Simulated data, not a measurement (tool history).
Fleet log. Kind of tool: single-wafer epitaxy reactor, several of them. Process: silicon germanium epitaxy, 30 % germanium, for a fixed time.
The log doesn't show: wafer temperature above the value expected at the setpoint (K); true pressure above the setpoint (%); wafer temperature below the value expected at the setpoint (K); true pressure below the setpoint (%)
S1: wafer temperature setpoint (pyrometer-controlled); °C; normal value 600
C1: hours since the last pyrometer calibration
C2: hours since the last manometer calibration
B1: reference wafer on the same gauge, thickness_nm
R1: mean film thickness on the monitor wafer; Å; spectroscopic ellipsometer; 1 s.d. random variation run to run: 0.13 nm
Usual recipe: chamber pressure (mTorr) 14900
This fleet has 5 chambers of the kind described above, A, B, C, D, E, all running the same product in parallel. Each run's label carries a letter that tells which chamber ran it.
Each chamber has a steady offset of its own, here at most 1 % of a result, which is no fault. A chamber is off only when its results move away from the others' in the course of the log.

Run 1C, day 0.454: usual settings; C1 1963.2; C2 419.6; B1 53.501. Result: R1 524.34 Å.
Run 2E, day 0.846: usual settings; C1 802.4; C2 1221.5; B1 53.520. Result: R1 521.23 Å.
Run 3A, day 1.392: usual settings; C1 954.2; C2 704.1; B1 53.531. Result: R1 520.73 Å.
Run 4B, day 1.921: usual settings; C1 781.9; C2 82.3; B1 53.497. Result: R1 524.53 Å.
Run 5D, day 2.442: usual settings; C1 443.4; C2 770.7; B1 53.490. Result: R1 527.53 Å.
Run 6E, day 2.704: usual settings; C1 847.0; C2 1266.1; B1 53.483. Result: R1 523.33 Å.
Run 7D, day 3.033: usual settings; C1 457.6; C2 784.9; B1 53.471. Result: R1 526.66 Å.
Run 8C, day 3.521: usual settings; C1 2036.8; C2 493.2; B1 53.504. Result: R1 523.58 Å.
Run 9A, day 4.117: usual settings; C1 1019.6; C2 769.5; B1 53.500. Result: R1 521.86 Å.
Run 10B, day 4.508: usual settings but S1 586 °C, chamber pressure (mTorr) 16500; C1 844.0; C2 144.4; B1 53.507. Result: R1 421.39 Å.
Run 11E, day 4.829: usual settings but S1 586 °C, chamber pressure (mTorr) 16500; C1 898.0; C2 1317.1; B1 53.506. Result: R1 419.85 Å.
Run 12B, day 5.425: usual settings but S1 586 °C, chamber pressure (mTorr) 16500; C1 866.0; C2 166.4; B1 53.512. Result: R1 421.36 Å.
Run 13D, day 5.996: usual settings but S1 586 °C, chamber pressure (mTorr) 16500; C1 528.7; C2 856.0; B1 53.478. Result: R1 423.92 Å.
Run 14A, day 6.262: usual settings but S1 586 °C, chamber pressure (mTorr) 16500; C1 1071.1; C2 821.0; B1 53.535. Result: R1 417.47 Å.
Run 15C, day 6.638: usual settings; C1 2111.6; C2 568.0; B1 53.472. Result: R1 525.89 Å.
Run 16B, day 6.996: usual settings; C1 903.7; C2 204.1; B1 53.475. Result: R1 525.23 Å.
Run 17A, day 7.329: usual settings; C1 1096.7; C2 846.6; B1 53.512. Result: R1 519.10 Å.
Run 18D, day 7.704: usual settings; C1 569.7; C2 897.0; B1 53.545. Result: R1 528.28 Å.
At day 7.717: chamber D: capacitance manometer re-zeroed and calibrated.
Run 19E, day 8.288: usual settings; C1 981.0; C2 1400.1; B1 53.511. Result: R1 519.95 Å.
Run 20C, day 8.592: usual settings; C1 2158.5; C2 614.9; B1 53.474. Result: R1 523.84 Å.
Run 21B, day 8.896: usual settings; C1 949.3; C2 249.7; B1 53.509. Result: R1 526.88 Å.
Run 22A, day 9.425: usual settings; C1 1147.0; C2 896.9; B1 53.504. Result: R1 518.45 Å.
Run 23E, day 9.875: usual settings; C1 1019.1; C2 1438.2; B1 53.513. Result: R1 516.21 Å.
Run 24C, day 10.279: usual settings; C1 2199.0; C2 655.4; B1 53.510. Result: R1 524.28 Å.
Run 25D, day 10.875: usual settings; C1 645.8; C2 75.8; B1 53.515. Result: R1 528.54 Å.
Run 26C, day 11.158: usual settings; C1 2220.1; C2 676.5; B1 53.501. Result: R1 525.88 Å.
Run 27B, day 11.508: usual settings; C1 1012.0; C2 312.4; B1 53.488. Result: R1 524.47 Å.
Run 28A, day 11.796: usual settings; C1 1203.9; C2 953.8; B1 53.510. Result: R1 521.13 Å.
Run 29D, day 12.258: usual settings but chamber pressure (mTorr) 17500; C1 679.0; C2 109.0; B1 53.516. Result: R1 562.66 Å.
Run 30E, day 12.579: usual settings but chamber pressure (mTorr) 17500; C1 1084.0; C2 1503.1; B1 53.499. Result: R1 551.92 Å.
Run 31E, day 12.958: usual settings but chamber pressure (mTorr) 17500; C1 1093.1; C2 1512.2; B1 53.491. Result: R1 551.48 Å.
Run 32A, day 13.500: usual settings but chamber pressure (mTorr) 17500; C1 1244.8; C2 994.7; B1 53.500. Result: R1 552.42 Å.
Run 33D, day 13.875: usual settings but chamber pressure (mTorr) 17500; C1 717.8; C2 147.8; B1 53.505. Result: R1 563.26 Å.
Run 34B, day 14.150: usual settings; C1 1075.4; C2 375.8; B1 53.550. Result: R1 526.45 Å.

For the next run the whole fleet of 5 chambers uses the same settings. Give each chamber's results:
Run 35A, day 14.583: usual settings but chamber pressure (mTorr) 11800. Result: R1 ?.
Run 35B, day 14.583: usual settings but chamber pressure (mTorr) 11800. Result: R1 ?.
Run 35C, day 14.583: usual settings but chamber pressure (mTorr) 11800. Result: R1 ?.
Run 35D, day 14.583: usual settings but chamber pressure (mTorr) 11800. Result: R1 ?.
Run 35E, day 14.583: usual settings but chamber pressure (mTorr) 11800. Result: R1 ?.

run      R1
35A  473.20
35B  478.38
35C  477.96
35D  482.59
35E  469.10
